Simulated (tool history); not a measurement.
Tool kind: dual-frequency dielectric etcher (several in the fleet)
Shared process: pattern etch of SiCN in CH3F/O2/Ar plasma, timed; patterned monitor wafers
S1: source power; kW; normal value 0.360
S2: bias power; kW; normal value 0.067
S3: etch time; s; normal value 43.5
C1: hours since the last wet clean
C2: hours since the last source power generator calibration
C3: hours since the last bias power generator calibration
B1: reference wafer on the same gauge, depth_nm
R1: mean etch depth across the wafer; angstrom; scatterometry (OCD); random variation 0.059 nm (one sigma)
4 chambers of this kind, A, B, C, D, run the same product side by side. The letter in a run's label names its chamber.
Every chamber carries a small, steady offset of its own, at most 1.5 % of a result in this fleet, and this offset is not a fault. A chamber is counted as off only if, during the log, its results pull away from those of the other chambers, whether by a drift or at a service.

Run 1B, hour 13.3: usual settings; C1 354.2; C2 2566.8; C3 2022.6; B1 17.795. Result: R1 153.18 angstrom.
Run 2C, hour 19.2: usual settings; C1 20.2; C2 5329.6; C3 884.3; B1 17.791. Result: R1 152.45 angstrom.
Run 3D, hour 30.2: usual settings; C1 244.7; C2 245.1; C3 2379.5; B1 17.799. Result: R1 154.71 angstrom.
At hour 33.4: chamber C: source power generator calibrated.
Run 4A, hour 40.0: usual settings; C1 289.5; C2 3393.0; C3 1368.4; B1 17.799. Result: R1 152.13 angstrom.
Run 5D, hour 50.1: usual settings; C1 264.6; C2 265.0; C3 2399.4; B1 17.817. Result: R1 154.89 angstrom.
Run 6C, hour 63.4: usual settings; C1 64.4; C2 30.1; C3 928.5; B1 17.808. Result: R1 152.83 angstrom.
At hour 68.3: chamber B: bias power generator calibrated.
Run 7A, hour 69.8: usual settings; C1 319.3; C2 3422.8; C3 1398.2; B1 17.793. Result: R1 151.69 angstrom.
Run 8B, hour 80.4: usual settings; C1 421.3; C2 2633.9; C3 12.1; B1 17.800. Result: R1 152.77 angstrom.
Run 9A, hour 91.9: usual settings but S2 0.073 kW; C1 341.4; C2 3444.9; C3 1420.3; B1 17.809. Result: R1 157.82 angstrom.
Run 10B, hour 98.8: usual settings but S2 0.073 kW; C1 439.7; C2 2652.3; C3 30.5; B1 17.797. Result: R1 156.52 angstrom.
Run 11C, hour 108.0: usual settings but S2 0.073 kW; C1 109.0; C2 74.7; C3 973.1; B1 17.814. Result: R1 158.51 angstrom.
Run 12D, hour 119.5: usual settings but S2 0.073 kW; C1 334.0; C2 334.4; C3 2468.8; B1 17.803. Result: R1 157.91 angstrom.
Run 13D, hour 129.8: usual settings; C1 344.3; C2 344.7; C3 2479.1; B1 17.807. Result: R1 153.98 angstrom.
Run 14C, hour 136.6: usual settings; C1 137.6; C2 103.3; C3 1001.7; B1 17.816. Result: R1 152.78 angstrom.
Run 15A, hour 148.6: usual settings; C1 398.1; C2 3501.6; C3 1477.0; B1 17.792. Result: R1 153.61 angstrom.
Run 16B, hour 160.6: usual settings; C1 501.5; C2 2714.1; C3 92.3; B1 17.803. Result: R1 152.62 angstrom.
Run 17C, hour 171.0: usual settings; C1 172.0; C2 137.7; C3 1036.1; B1 17.788. Result: R1 152.37 angstrom.
Run 18A, hour 177.2: usual settings; C1 426.7; C2 3530.2; C3 1505.6; B1 17.798. Result: R1 153.33 angstrom.
At hour 177.7: chamber D: wet clean of the chamber.
At hour 190.3: chamber A: wet clean of the chamber.
Run 19B, hour 190.4: usual settings; C1 531.3; C2 2743.9; C3 122.1; B1 17.790. Result: R1 151.92 angstrom.
At hour 194.6: chamber A: source power generator calibrated.
At hour 196.9: chamber B: wet clean of the chamber.
Run 20D, hour 202.6: usual settings; C1 25.0; C2 417.5; C3 2551.9; B1 17.793. Result: R1 160.95 angstrom.
Run 21A, hour 215.2: usual settings; C1 24.9; C2 20.6; C3 1543.6; B1 17.811. Result: R1 152.05 angstrom.
At hour 217.5: chamber D: bias power generator calibrated.
Run 22C, hour 225.4: usual settings; C1 226.4; C2 192.1; C3 1090.5; B1 17.807. Result: R1 154.22 angstrom.
Run 23B, hour 236.3: usual settings; C1 39.4; C2 2789.8; C3 168.0; B1 17.808. Result: R1 153.49 angstrom.
Run 24D, hour 243.9: usual settings; C1 66.3; C2 458.8; C3 26.4; B1 17.793. Result: R1 160.93 angstrom.
Run 25A, hour 254.9: usual settings; C1 64.6; C2 60.3; C3 1583.3; B1 17.803. Result: R1 153.27 angstrom.
Run 26C, hour 265.7: usual settings; C1 266.7; C2 232.4; C3 1130.8; B1 17.821. Result: R1 153.51 angstrom.
Run 27D, hour 274.8: usual settings; C1 97.2; C2 489.7; C3 57.3; B1 17.794. Result: R1 161.82 angstrom.
Run 28B, hour 285.1: usual settings; C1 88.2; C2 2838.6; C3 216.8; B1 17.784. Result: R1 152.82 angstrom.
Run 29A, hour 297.8: usual settings; C1 107.5; C2 103.2; C3 1626.2; B1 17.775. Result: R1 153.12 angstrom.
Run 30C, hour 303.6: usual settings; C1 304.6; C2 270.3; C3 1168.7; B1 17.797. Result: R1 153.23 angstrom.
Run 31D, hour 311.9: usual settings; C1 134.3; C2 526.8; C3 94.4; B1 17.805. Result: R1 162.16 angstrom.
Run 32B, hour 324.7: usual settings; C1 127.8; C2 2878.2; C3 256.4; B1 17.809. Result: R1 153.40 angstrom.
Run 33C, hour 331.7: usual settings; C1 332.7; C2 298.4; C3 1196.8; B1 17.791. Result: R1 153.01 angstrom.
Run 34B, hour 342.6: usual settings; C1 145.7; C2 2896.1; C3 274.3; B1 17.779. Result: R1 153.08 angstrom.
Run 35A, hour 352.4: usual settings; C1 162.1; C2 157.8; C3 1680.8; B1 17.824. Result: R1 152.62 angstrom.

Predict what each chamber gives when all 4 of them run the settings below next.
Run 36A, hour 361.9: usual settings. Result: R1 ?.
Run 36B, hour 361.9: usual settings. Result: R1 ?.
Run 36C, hour 361.9: usual settings. Result: R1 ?.
Run 36D, hour 361.9: usual settings. Result: R1 ?.

run      R1
36A  153.28
36B  153.31
36C  153.99
36D  162.46
